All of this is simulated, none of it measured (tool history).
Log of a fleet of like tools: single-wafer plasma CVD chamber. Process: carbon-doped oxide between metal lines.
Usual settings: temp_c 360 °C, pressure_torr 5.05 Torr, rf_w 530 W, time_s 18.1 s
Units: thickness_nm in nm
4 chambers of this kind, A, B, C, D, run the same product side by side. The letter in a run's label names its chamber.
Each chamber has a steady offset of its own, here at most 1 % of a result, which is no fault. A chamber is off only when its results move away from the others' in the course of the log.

run     day  temp_c  pressure_torr  rf_w  time_s  hours since the last thermocouple change  hours since the last RF generator calibration  hours since the last manometer calibration  read-back reference wafer on the same gauge, thickness_nm  thickness_nm
 1D   0.183     360           5.05   530    18.1                                     219.2                                          512.1                                       700.8                                                     104.85        94.968
 2B   0.483     360           5.05   530    18.1                                    1382.4                                         1266.4                                       710.1                                                      104.9        94.608
 3C   0.721     360           5.05   530    18.1                                     238.3                                           1401                                        99.6                                                     104.99        94.932
 4A     1.1     360           5.05   530    18.1                                    1312.4                                            541                                      1791.3                                                      104.9        94.847
 5B   1.512     360           5.05   530    18.1                                    1407.1                                         1291.1                                       734.8                                                     104.84        95.203
 6C   1.754     360           5.05   530    18.1                                     263.1                                         1425.8                                       124.4                                                     104.98        94.768
 7D   2.133     360           5.05   530    18.1                                       266                                          558.9                                       747.6                                                     105.04         93.24
 8A   2.404     360           5.05   530    18.1                                    1343.7                                          572.3                                      1822.6                                                     104.88        95.014
 9D   2.638     360           5.05   530    18.1                                     278.1                                            571                                       759.7                                                     104.94        94.473
10A   2.883     360           5.05   530    18.1                                    1355.2                                          583.8                                      1834.1                                                      104.8        94.365
11C   3.217     368           5.05   530    18.1                                     298.2                                         1460.9                                       159.5                                                     105.08        92.833
12B   3.412     368           5.05   530    18.1                                    1452.7                                         1336.7                                       780.4                                                     104.81         92.58
13A   3.838     368           5.05   530    18.1                                    1378.1                                          606.7                                        1857                                                     104.78        93.073
14B   4.129     368           5.05   530    18.1                                    1469.9                                         1353.9                                       797.6                                                      104.9        92.295
15C   4.425     360           5.05   530    18.1                                     327.2                                         1489.9                                       188.5                                                     105.08        95.371
16D   4.846     360           5.05   530    18.1                                     331.1                                            624                                       812.7                                                     104.87        94.455
17C   5.262     360           5.05   530    18.1                                     347.3                                           1510                                       208.6                                                     104.96        95.085
18D   5.483     360           5.05   530    18.1                                     346.4                                          639.3                                         828                                                     104.83         94.72
19B   5.825     360           5.05   530    18.1                                    1510.6                                         1394.6                                       838.3                                                     104.98        94.976
20A   6.242     360           5.05   605    18.1                                    1435.8                                          664.4                                      1914.7                                                     105.06        101.22
21C   6.654     360           5.05   605    18.1                                     380.7                                         1543.4                                         242                                                     104.89        103.08
22D   6.954     360           5.05   605    18.1                                     381.7                                          674.6                                       863.3                                                     104.86        102.69
23A   7.312     360           5.05   605    18.1                                    1461.5                                          690.1                                      1940.4                                                     104.99        101.37
24B   7.596     360           5.05   530    18.1                                    1553.1                                         1437.1                                       880.8                                                     104.98         94.43
25A   8.008     360           5.05   625    14.8                                    1478.2                                          706.8                                      1957.1                                                     104.81        84.414
26C   8.279     360           5.05   625    14.8                                     419.7                                         1582.4                                         281                                                     104.89        85.818
27B    8.65     360           5.05   625    14.8                                    1578.4                                         1462.4                                       906.1                                                     104.72        86.216
28D   8.842     360           5.05   625    14.8                                       427                                          719.9                                       908.6                                                     104.88        84.756
29D   9.146     360           5.05   590    18.1                                     434.3                                          727.2                                       915.9                                                     104.89        100.27
30A   9.521     360           5.05   590    18.1                                    1514.5                                          743.1                                      1993.4                                                     104.95        98.878
31B   9.838     360           5.05   590    18.1                                    1606.9                                         1490.9                                       934.6                                                     104.95        101.68
32C  10.088     360           5.05   590    18.1                                     463.1                                         1625.8                                       324.4                                                     104.84        101.51
33C  10.408     360           5.05   530    18.1                                     470.8                                         1633.5                                       332.1                                                     104.94        95.432
34D  10.721     360           5.05   530    18.1                                     472.1                                            765                                       953.7                                                     104.87         93.82
35B  10.946     360           5.05   530    18.1                                    1633.5                                         1517.5                                       961.2                                                     104.84        94.635
36A   11.35     360           5.05   530    18.1                                    1558.4                                            787                                      2037.3                                                     104.95        91.861
37C  11.729     360           5.05   530    18.1                                     502.5                                         1665.2                                       363.8                                                      104.8        95.499
38B  11.938     360           5.05   530    18.1                                    1657.3                                         1541.3                                         985                                                     104.96        95.528
39A  12.296     360           5.05   530    18.1                                    1581.1                                          809.7                                        2060                                                     104.89        91.452
40D   12.65     360           5.05   530    18.1                                     518.4                                          811.3                                        1000                                                     104.79         93.19
41C  13.029     360           5.05   530    18.1                                     533.7                                         1696.4                                         395                                                     104.85        95.369
42A  13.283     360           5.05   530    18.1                                    1604.8                                          833.4                                      2083.7                                                     104.87        90.731
43D  13.638     360           5.05   530    18.1                                     542.1                                            835                                      1023.7                                                     104.93         93.16
44B  13.979     360           5.05   530    18.1                                    1706.3                                         1590.3                                        1034                                                     104.86        94.992

Is one chamber off against the others, does the gauge drift, or is nothing wrong? If a chamber is off, say which, and what the likeliest cause is.

Chamber A drifts away from the others.
Cause: delivered RF power below the setpoint (%) = 7.35.

Here are 4 candidates for chamber A's next run, each the usual settings with a change, their results left as question marks. Which one brings its results back in line with what the others give on the usual settings?
In line means no further than this from the other chambers' mean on the usual settings: thickness_nm 1.5 nm
45A-1  14.279     341           5.05   530    18.1                                                                                                                                                                                                             ?
45A-2  14.279     360           5.01   520    17.5                                                                                                                                                                                                             ?
45A-3  14.279     362           4.87   475    18.1                                                                                                                                                                                                             ?
45A-4  14.279     359           5.11   550    19.1                                                                                                                                                                                                             ?

The other chambers' mean on the usual settings: thickness_nm 94.614 nm
  run  thickness_nm
45A-1        95.011
45A-2        86.004
45A-3        82.953
45A-4        97.624
45A-1 brings the chamber back in line.
